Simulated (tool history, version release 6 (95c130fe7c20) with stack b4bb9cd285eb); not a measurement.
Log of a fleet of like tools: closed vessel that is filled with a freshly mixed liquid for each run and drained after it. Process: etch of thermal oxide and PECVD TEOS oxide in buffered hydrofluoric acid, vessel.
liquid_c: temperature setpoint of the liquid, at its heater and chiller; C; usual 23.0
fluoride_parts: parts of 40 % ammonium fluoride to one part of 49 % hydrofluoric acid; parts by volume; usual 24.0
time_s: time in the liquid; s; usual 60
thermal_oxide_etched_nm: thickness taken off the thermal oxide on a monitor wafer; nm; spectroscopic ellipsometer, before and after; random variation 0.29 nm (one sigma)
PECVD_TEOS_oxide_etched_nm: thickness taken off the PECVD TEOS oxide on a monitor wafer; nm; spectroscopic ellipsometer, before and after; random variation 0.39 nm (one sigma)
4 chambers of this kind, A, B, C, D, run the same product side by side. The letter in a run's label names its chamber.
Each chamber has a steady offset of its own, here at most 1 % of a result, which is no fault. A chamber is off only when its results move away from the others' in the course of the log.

| run | hour | liquid_c | fluoride_parts | time_s | hours since the thermometer was replaced | hours since the hydrofluoric acid flow meter was replaced | read-back film thickness of the thermal oxide reference wafer, read on the same gauge (nm) | read-back film thickness of the PECVD TEOS oxide reference wafer, read on the same gauge (nm) | thermal_oxide_etched_nm | PECVD_TEOS_oxide_etched_nm |
|---|---|---|---|---|---|---|---|---|---|---|
| 1B | 5.1 | 23.0 | 24.0 | 60 | 1725.3 | 315.9 | 80.006 | 80.027 | 30.677 | 49.840 |
| 2A | 13.2 | 23.0 | 24.0 | 60 | 521.2 | 874.8 | 79.987 | 79.985 | 31.643 | 50.027 |
| 3D | 17.4 | 23.0 | 24.0 | 60 | 712.4 | 1260.6 | 80.007 | 79.971 | 31.365 | 49.266 |
| 4C | 24.8 | 23.0 | 24.0 | 60 | 1322.4 | 259.0 | 79.989 | 79.984 | 30.814 | 50.178 |
| 5D | 30.7 | 23.0 | 24.0 | 60 | 725.7 | 1273.9 | 80.002 | 80.006 | 31.263 | 50.006 |
| 6C | 35.2 | 23.0 | 24.0 | 60 | 1332.8 | 269.4 | 79.990 | 79.981 | 31.095 | 49.945 |
| 7B | 40.6 | 23.0 | 24.0 | 60 | 1760.8 | 351.4 | 79.985 | 80.012 | 30.942 | 49.266 |
| 8A | 47.8 | 23.0 | 24.0 | 60 | 555.8 | 909.4 | 80.002 | 80.072 | 31.316 | 49.267 |
| 9C | 53.6 | 23.0 | 28.0 | 60 | 1351.2 | 287.8 | 79.986 | 80.006 | 27.797 | 45.142 |
| 10A | 61.6 | 23.0 | 28.0 | 60 | 569.6 | 923.2 | 80.005 | 79.986 | 27.793 | 43.955 |
| 11B | 68.3 | 23.0 | 28.0 | 60 | 1788.5 | 379.1 | 80.000 | 80.037 | 27.921 | 44.377 |
| 12D | 72.5 | 23.0 | 28.0 | 60 | 767.5 | 1315.7 | 79.985 | 80.015 | 28.414 | 44.559 |
| 13D | 79.7 | 23.0 | 24.0 | 60 | 774.7 | 1322.9 | 80.010 | 80.007 | 31.245 | 49.668 |
| 14A | 88.0 | 23.0 | 24.0 | 60 | 596.0 | 949.6 | 80.018 | 80.029 | 30.928 | 49.409 |
| 15B | 93.7 | 23.0 | 24.0 | 60 | 1813.9 | 404.5 | 80.005 | 79.943 | 31.198 | 48.579 |
| 16C | 99.7 | 23.0 | 24.0 | 60 | 1397.3 | 333.9 | 79.961 | 80.033 | 30.897 | 49.781 |
| 17C | 107.2 | 23.0 | 24.0 | 60 | 1404.8 | 341.4 | 79.984 | 80.021 | 31.258 | 50.618 |
| 18B | 115.5 | 23.0 | 24.0 | 60 | 1835.7 | 426.3 | 80.007 | 79.935 | 30.691 | 48.724 |
| 19A | 121.9 | 23.0 | 24.0 | 60 | 629.9 | 983.5 | 79.976 | 80.009 | 31.237 | 49.876 |
|  | 124.6 | chamber D: thermometer replaced |
| 20D | 127.9 | 23.0 | 24.0 | 60 | 3.3 | 1371.1 | 80.008 | 79.957 | 30.669 | 49.422 |
| 21D | 132.4 | 23.0 | 24.0 | 60 | 7.8 | 1375.6 | 80.016 | 80.003 | 31.294 | 50.465 |
| 22B | 137.4 | 23.0 | 24.0 | 60 | 1857.6 | 448.2 | 80.014 | 79.938 | 30.535 | 48.828 |
| 23C | 142.4 | 25.0 | 17.0 | 60 | 1440.0 | 376.6 | 79.970 | 79.997 | 46.319 | 74.557 |
| 24A | 150.6 | 25.0 | 17.0 | 60 | 658.6 | 1012.2 | 79.976 | 79.984 | 47.080 | 73.918 |
| 25D | 158.6 | 25.0 | 17.0 | 60 | 34.0 | 1401.8 | 80.010 | 79.984 | 46.433 | 73.204 |
| 26C | 162.6 | 25.0 | 17.0 | 60 | 1460.2 | 396.8 | 79.990 | 80.023 | 45.611 | 75.107 |
| 27A | 169.2 | 26.5 | 28.5 | 60 | 677.2 | 1030.8 | 80.001 | 80.029 | 33.236 | 53.612 |
| 28B | 175.1 | 26.5 | 28.5 | 60 | 1895.3 | 485.9 | 80.009 | 79.992 | 33.084 | 52.648 |
| 29D | 183.2 | 26.5 | 28.5 | 60 | 58.6 | 1426.4 | 79.990 | 80.030 | 33.939 | 54.065 |
| 30A | 189.9 | 26.5 | 28.5 | 60 | 697.9 | 1051.5 | 80.000 | 79.954 | 33.042 | 52.441 |
| 31C | 196.5 | 23.0 | 24.0 | 60 | 1494.1 | 430.7 | 80.003 | 79.983 | 30.531 | 50.025 |
| 32B | 204.6 | 23.0 | 24.0 | 60 | 1924.8 | 515.4 | 80.015 | 79.962 | 31.062 | 49.850 |
| 33A | 209.6 | 23.0 | 24.0 | 60 | 717.6 | 1071.2 | 79.994 | 79.981 | 31.173 | 50.094 |
| 34B | 213.3 | 23.0 | 24.0 | 60 | 1933.5 | 524.1 | 80.025 | 80.025 | 31.128 | 48.461 |
| 35C | 221.5 | 23.0 | 24.0 | 60 | 1519.1 | 455.7 | 79.997 | 79.992 | 31.257 | 49.444 |
| 36D | 229.2 | 18.5 | 24.0 | 60 | 104.6 | 1472.4 | 79.996 | 80.004 | 24.223 | 38.832 |
| 37C | 233.3 | 18.5 | 24.0 | 60 | 1530.9 | 467.5 | 80.021 | 79.972 | 24.185 | 38.354 |
| 38B | 241.2 | 18.5 | 24.0 | 60 | 1961.4 | 552.0 | 79.988 | 79.968 | 24.373 | 38.524 |

Is one chamber off against the others, does the gauge drift, or is nothing wrong? If a chamber is off, say which, and what the likeliest cause is.

No chamber stands off beyond its own small offset, and the gauge holds steady.
